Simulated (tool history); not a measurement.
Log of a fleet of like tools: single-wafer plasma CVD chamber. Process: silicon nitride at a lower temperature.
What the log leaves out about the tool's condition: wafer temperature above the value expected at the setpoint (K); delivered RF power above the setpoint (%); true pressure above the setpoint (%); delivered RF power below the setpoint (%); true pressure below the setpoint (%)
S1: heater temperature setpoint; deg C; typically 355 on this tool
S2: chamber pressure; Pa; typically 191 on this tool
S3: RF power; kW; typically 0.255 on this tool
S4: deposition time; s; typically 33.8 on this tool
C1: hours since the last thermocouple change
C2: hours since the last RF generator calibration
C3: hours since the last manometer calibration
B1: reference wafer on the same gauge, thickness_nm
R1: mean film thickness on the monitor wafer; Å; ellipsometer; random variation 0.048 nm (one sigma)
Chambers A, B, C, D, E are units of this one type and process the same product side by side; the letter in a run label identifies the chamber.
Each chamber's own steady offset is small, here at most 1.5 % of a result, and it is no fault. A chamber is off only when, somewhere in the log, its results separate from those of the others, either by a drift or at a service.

Run 1C, hour 2.9: usual settings; C1 843.9; C2 1056.1; C3 1085.2; B1 30.498. Result: R1 344.76 Å.
Run 2B, hour 6.1: usual settings; C1 860.9; C2 1748.6; C3 933.3; B1 30.484. Result: R1 340.31 Å.
Run 3D, hour 9.2: usual settings; C1 725.5; C2 1933.6; C3 446.5; B1 30.496. Result: R1 345.38 Å.
Run 4E, hour 14.4: usual settings; C1 710.1; C2 682.7; C3 203.8; B1 30.487. Result: R1 339.47 Å.
Run 5A, hour 17.2: usual settings; C1 1950.5; C2 707.7; C3 837.5; B1 30.483. Result: R1 343.54 Å.
Run 6D, hour 20: usual settings; C1 736.3; C2 1944.4; C3 457.3; B1 30.488. Result: R1 345.64 Å.
Run 7C, hour 24.7: usual settings but S2 151 Pa, S4 28.2 s; C1 865.7; C2 1077.9; C3 1107; B1 30.475. Result: R1 269.07 Å.
Run 8B, hour 29.2: usual settings but S2 151 Pa, S4 28.2 s; C1 884; C2 1771.7; C3 956.4; B1 30.477. Result: R1 264.4 Å.
Run 9E, hour 33.4: usual settings but S2 151 Pa, S4 28.2 s; C1 729.1; C2 701.7; C3 222.8; B1 30.476. Result: R1 264.51 Å.
Run 10A, hour 38.4: usual settings but S2 151 Pa, S4 28.2 s; C1 1971.7; C2 728.9; C3 858.7; B1 30.465. Result: R1 268.19 Å.
Run 11E, hour 41.5: usual settings but S2 151 Pa, S4 28.2 s; C1 737.2; C2 709.8; C3 230.9; B1 30.472. Result: R1 263.63 Å.
At hour 42.7: chamber B: RF generator calibrated.
Run 12B, hour 46.1: usual settings; C1 900.9; C2 3.4; C3 973.3; B1 30.472. Result: R1 339.8 Å.
Run 13C, hour 51.2: usual settings; C1 892.2; C2 1104.4; C3 1133.5; B1 30.455. Result: R1 343.66 Å.
Run 14D, hour 57.1: usual settings; C1 773.4; C2 1981.5; C3 494.4; B1 30.442. Result: R1 344.63 Å.
Run 15A, hour 62.8: usual settings; C1 1996.1; C2 753.3; C3 883.1; B1 30.444. Result: R1 343.54 Å.
Run 16C, hour 67.2: usual settings; C1 908.2; C2 1120.4; C3 1149.5; B1 30.437. Result: R1 343.52 Å.
Run 17B, hour 71.5: usual settings; C1 926.3; C2 28.8; C3 998.7; B1 30.426. Result: R1 338.74 Å.
Run 18E, hour 77.5: usual settings; C1 773.2; C2 745.8; C3 266.9; B1 30.429. Result: R1 339.62 Å.
Run 19D, hour 80.9: usual settings; C1 797.2; C2 2005.3; C3 518.2; B1 30.428. Result: R1 344.79 Å.
Run 20A, hour 86.4: usual settings; C1 2019.7; C2 776.9; C3 906.7; B1 30.421. Result: R1 343.02 Å.
Run 21E, hour 92.3: usual settings; C1 788; C2 760.6; C3 281.7; B1 30.412. Result: R1 338.42 Å.
Run 22C, hour 96.5: usual settings; C1 937.5; C2 1149.7; C3 1178.8; B1 30.404. Result: R1 342.4 Å.
Run 23D, hour 99.2: usual settings; C1 815.5; C2 2023.6; C3 536.5; B1 30.414. Result: R1 344.33 Å.
Run 24B, hour 102.7: usual settings; C1 957.5; C2 60; C3 1029.9; B1 30.401. Result: R1 338.78 Å.
Run 25A, hour 107.6: usual settings; C1 2040.9; C2 798.1; C3 927.9; B1 30.403. Result: R1 342.7 Å.
Run 26A, hour 113.7: usual settings; C1 2047; C2 804.2; C3 934; B1 30.4. Result: R1 342.63 Å.
Run 27C, hour 118.5: usual settings; C1 959.5; C2 1171.7; C3 1200.8; B1 30.383. Result: R1 342.92 Å.
Run 28E, hour 123: usual settings; C1 818.7; C2 791.3; C3 312.4; B1 30.379. Result: R1 339.25 Å.
Run 29D, hour 126.2: usual settings; C1 842.5; C2 2050.6; C3 563.5; B1 30.38. Result: R1 343.52 Å.
Run 30B, hour 129.7: usual settings; C1 984.5; C2 87; C3 1056.9; B1 30.385. Result: R1 337.66 Å.
Run 31A, hour 134.5: usual settings; C1 2067.8; C2 825; C3 954.8; B1 30.376. Result: R1 341.79 Å.
Run 32E, hour 140.5: usual settings; C1 836.2; C2 808.8; C3 329.9; B1 30.369. Result: R1 338.06 Å.
Run 33D, hour 146.4: usual settings; C1 862.7; C2 2070.8; C3 583.7; B1 30.367. Result: R1 343.86 Å.
Run 34C, hour 149.5: usual settings but S1 349 deg C, S2 176 Pa; C1 990.5; C2 1202.7; C3 1231.8; B1 30.365. Result: R1 335.74 Å.
Run 35B, hour 153.5: usual settings but S1 349 deg C, S2 176 Pa; C1 1008.3; C2 110.8; C3 1080.7; B1 30.362. Result: R1 331.74 Å.
Run 36B, hour 158: usual settings but S1 349 deg C, S2 176 Pa; C1 1012.8; C2 115.3; C3 1085.2; B1 30.364. Result: R1 332.2 Å.
At hour 161: chamber D: RF generator calibrated.
Run 37D, hour 163.1: usual settings but S1 349 deg C, S2 176 Pa; C1 879.4; C2 2.1; C3 600.4; B1 30.345. Result: R1 337.59 Å.
Run 38A, hour 168.5: usual settings but S1 349 deg C, S2 176 Pa; C1 2101.8; C2 859; C3 988.8; B1 30.331. Result: R1 335.59 Å.
Run 39C, hour 172.7: usual settings; C1 1013.7; C2 1225.9; C3 1255; B1 30.34. Result: R1 341.58 Å.
Run 40E, hour 176.2: usual settings; C1 871.9; C2 844.5; C3 365.6; B1 30.347. Result: R1 338.34 Å.
Run 41B, hour 181.8: usual settings; C1 1036.6; C2 139.1; C3 1109; B1 30.336. Result: R1 338.3 Å.
Run 42A, hour 187: usual settings but S2 167 Pa, S3 0.29 kW; C1 2120.3; C2 877.5; C3 1007.3; B1 30.33. Result: R1 360.78 Å.
Run 43C, hour 190.6: usual settings but S2 167 Pa, S3 0.29 kW; C1 1031.6; C2 1243.8; C3 1272.9; B1 30.333. Result: R1 360.89 Å.

Next, all 5 chambers run the settings below, one line each with question marks for the results. What does each chamber give?
Run 44A, hour 195.1: usual settings. Result: R1 ?.
Run 44B, hour 195.1: usual settings. Result: R1 ?.
Run 44C, hour 195.1: usual settings. Result: R1 ?.
Run 44D, hour 195.1: usual settings. Result: R1 ?.
Run 44E, hour 195.1: usual settings. Result: R1 ?.

run      R1
44A  341.51
44B  338.59
44C  342.27
44D  342.86
44E  337.39
